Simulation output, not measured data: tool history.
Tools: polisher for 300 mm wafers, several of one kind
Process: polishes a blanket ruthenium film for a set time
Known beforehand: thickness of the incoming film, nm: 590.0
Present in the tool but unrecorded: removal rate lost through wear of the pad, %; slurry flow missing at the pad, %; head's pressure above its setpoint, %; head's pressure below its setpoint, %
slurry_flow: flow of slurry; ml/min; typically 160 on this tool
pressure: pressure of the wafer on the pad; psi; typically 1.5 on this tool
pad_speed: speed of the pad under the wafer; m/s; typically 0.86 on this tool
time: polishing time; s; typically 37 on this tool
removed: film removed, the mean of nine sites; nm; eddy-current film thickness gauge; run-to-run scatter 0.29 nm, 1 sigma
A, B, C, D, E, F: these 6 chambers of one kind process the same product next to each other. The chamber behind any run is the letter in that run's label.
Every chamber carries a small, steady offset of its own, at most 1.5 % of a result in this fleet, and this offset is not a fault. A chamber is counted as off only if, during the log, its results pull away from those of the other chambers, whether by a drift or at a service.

run     day  slurry_flow  pressure  pad_speed  time  wafers polished on this pad  hours since the slurry nozzle was cleaned  hours since the head pressure was calibrated  removed
 1F   0.438          160       1.5       0.86    37                         1421                                        337                                        1125.7   31.711
      0.696  -- chamber F: worn pad replaced by a new one
      0.825  -- chamber D: worn pad replaced by a new one
 2C   0.883          160       1.5       0.86    37                         1019                                      388.2                                         509.8   31.722
 3A   1.179          160       1.5       0.86    37                          580                                       80.3                                            77   32.079
        1.2  -- chamber B: worn pad replaced by a new one
 4D   1.388          160       1.5       0.86    37                          195                                      322.4                                         340.6   31.592
      1.517  -- chamber C: worn pad replaced by a new one
 5B   1.738          160       1.5       0.86    37                          186                                      313.5                                         223.4   31.787
      1.783  -- chamber A: worn pad replaced by a new one
 6E   2.021          160       1.5       0.86    37                          815                                      166.9                                         178.3   31.612
 7F   2.392          160       1.5       0.86    37                          587                                      383.9                                        1172.6   31.299
      2.579  -- chamber F: slurry nozzle cleaned
 8B   2.629          110       1.5       0.86    37                          494                                      334.9                                         244.8   29.381
 9A   2.925          110       1.5       0.86    37                          395                                      122.2                                         118.9   29.894
10E   3.225          110       1.5       0.86    37                         1232                                      195.8                                         207.2   29.324
11D   3.562          110       1.5       0.86    37                          948                                      374.6                                         392.8   29.135
      3.588  -- chamber D: worn pad replaced by a new one
      3.638  -- chamber E: worn pad replaced by a new one
12C   3.796          110       1.5       0.86    37                          789                                      458.1                                         579.7   29.491
13C   4.108          110       1.5       0.86    37                          897                                      465.6                                         587.2   29.742
14B   4.471          160       1.8       0.86    37                         1132                                      379.1                                           289   38.938
      4.688  -- chamber A: worn pad replaced by a new one
15E   4.792          160       1.8       0.86    37                          400                                      233.4                                         244.8   38.529
16A   5.071          160       1.8       0.86    37                          134                                      173.7                                         170.4   38.482
      5.188  -- chamber F: worn pad replaced by a new one
17F   5.296          160       1.8       0.86    37                           37                                       65.3                                        1242.3   38.443
      5.396  -- chamber B: worn pad replaced by a new one
18D   5.542          160       1.8       0.86    37                          676                                      422.1                                         440.3   38.485
      5.921  -- chamber C: worn pad replaced by a new one
19F   5.979          160       1.8       0.86    37                          274                                       81.7                                        1258.7   38.234
20C   6.179          160       1.5       0.86    37                           90                                      515.3                                         636.9   31.589
      6.212  -- chamber D: worn pad replaced by a new one
21B   6.612          160       1.5       0.86    37                          421                                      430.5                                         340.4   31.954
22E   7.021          160       1.5       0.86    37                         1171                                      286.9                                         298.3   31.779
23A   7.288          160       1.5       0.86    37                          901                                      226.9                                         223.6   32.385
      7.533  -- chamber A: worn pad replaced by a new one
24D   7.688          190       1.5       0.86    43                          510                                      473.6                                         491.8   38.003
      7.867  -- chamber E: worn pad replaced by a new one
25D   7.896          190       1.5       0.86    43                          582                                      478.6                                         496.8   37.242
26F   8.204          190       1.5       0.86    43                         1044                                      135.1                                        1312.1   38.125
27E   8.529          190       1.5       0.86    43                          229                                      323.1                                         334.5   38.016
      8.704  -- chamber F: worn pad replaced by a new one
28A   8.742          190       1.5       0.86    43                          418                                      261.8                                         258.5   38.336
29B   9.088          190       1.5       0.86    43                         1277                                      489.9                                         399.8   37.885
        9.2  -- chamber D: worn pad replaced by a new one
30C   9.296          160       1.5       0.86    37                         1169                                      590.1                                         711.7   30.974
      9.388  -- chamber E: slurry nozzle cleaned
31A   9.608          160       1.5       0.86    37                          718                                      282.6                                         279.3   32.219
      9.783  -- chamber A: worn pad replaced by a new one
      9.812  -- chamber B: worn pad replaced by a new one
32E   9.904          160       1.5       0.86    37                          705                                       12.5                                         367.5   31.912
33B  10.108          160       1.5       0.86    37                          103                                      514.4                                         424.3   31.899
     10.242  -- chamber C: worn pad replaced by a new one
34F  10.362          160       1.5       0.86    37                          574                                      186.9                                        1363.9   31.699
35C  10.567          160       1.5       0.86    37                          113                                      620.6                                         742.2     31.4
36D  10.988          160       1.5       0.86    37                          619                                      552.8                                           571   31.797
     11.125  -- chamber E: worn pad replaced by a new one
37D   11.25          160       1.5       0.86    37                          710                                      559.1                                         577.3   31.697
38F  11.671          160       1.5       0.86    37                         1026                                      218.3                                        1395.3    31.47
     12.058  -- chamber E: head pressure recalibrated
39C  12.108          160       1.5       0.86    37                          646                                      657.6                                         779.2   31.291
40A    12.5          160       1.5       0.86    37                          940                                        352                                         348.7   32.295
41B  12.817          160       1.5       0.86    37                         1040                                      579.4                                         489.3   31.485
42E  13.167          160       1.5       0.86    37                          707                                       90.8                                          26.7   31.782

Next, all 6 chambers run the settings below, one line each with question marks for the results. What does each chamber give?
43A  13.492          160       1.5       0.86    31                                                                                                                              ?
43B  13.492          160       1.5       0.86    31                                                                                                                              ?
43C  13.492          160       1.5       0.86    31                                                                                                                              ?
43D  13.492          160       1.5       0.86    31                                                                                                                              ?
43E  13.492          160       1.5       0.86    31                                                                                                                              ?
43F  13.492          160       1.5       0.86    31                                                                                                                              ?

run  removed
43A   26.985
43B   26.084
43C   26.769
43D   26.498
43E   27.155
43F   27.253
